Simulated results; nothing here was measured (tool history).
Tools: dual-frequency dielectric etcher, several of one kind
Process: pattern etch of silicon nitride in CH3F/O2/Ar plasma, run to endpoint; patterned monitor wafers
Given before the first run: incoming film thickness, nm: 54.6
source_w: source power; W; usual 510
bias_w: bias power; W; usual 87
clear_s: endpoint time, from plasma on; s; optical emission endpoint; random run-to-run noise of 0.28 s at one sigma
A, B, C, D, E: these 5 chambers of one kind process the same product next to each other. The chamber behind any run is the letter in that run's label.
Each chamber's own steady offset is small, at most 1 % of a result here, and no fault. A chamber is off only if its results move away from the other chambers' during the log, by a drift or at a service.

run,day,source_w,bias_w,clear_s
1B,0.183,510,87,66.997
2E,0.283,510,87,67.235
3D,0.367,510,87,67.516
4C,0.471,510,87,67.384
5A,0.629,510,87,67.055
6A,0.792,510,87,66.972
7E,0.917,510,87,68.153
8C,1.096,510,87,67.377
9B,1.242,610,104,58.748
10D,1.329,610,104,59.381
11B,1.488,610,104,58.895
12D,1.592,610,104,59.601
# day 1.633: chamber C: wet clean of the chamber
13C,1.696,610,104,59.478
14A,1.800,510,87,66.232
15E,1.908,510,87,67.259
16C,2.067,510,87,67.473
17D,2.221,450,87,70.635
18A,2.392,450,87,68.517
19E,2.488,450,87,70.733
20B,2.579,450,87,70.532
21D,2.750,450,87,70.741
22E,2.833,510,87,67.410
23B,2.988,510,87,67.468
24A,3.075,510,87,65.261
25C,3.171,510,87,68.018
26C,3.304,510,87,67.627
27E,3.421,510,87,68.024
28A,3.604,510,87,64.766
29B,3.717,570,87,64.451
30D,3.900,570,87,64.719
31A,4.050,570,87,62.057
32B,4.200,570,87,64.156
33E,4.346,570,87,64.636
34D,4.529,510,87,67.531
35C,4.650,510,87,67.307
36C,4.838,510,87,67.624
37A,4.946,510,87,63.872
38E,5.133,510,87,67.596

All 5 chambers run these settings next. Forecast each chamber's results:
39A,5.267,510,87,?
39B,5.267,510,87,?
39C,5.267,510,87,?
39D,5.267,510,87,?
39E,5.267,510,87,?

run,clear_s
39A,63.743
39B,66.983
39C,67.524
39D,67.397
39E,67.914

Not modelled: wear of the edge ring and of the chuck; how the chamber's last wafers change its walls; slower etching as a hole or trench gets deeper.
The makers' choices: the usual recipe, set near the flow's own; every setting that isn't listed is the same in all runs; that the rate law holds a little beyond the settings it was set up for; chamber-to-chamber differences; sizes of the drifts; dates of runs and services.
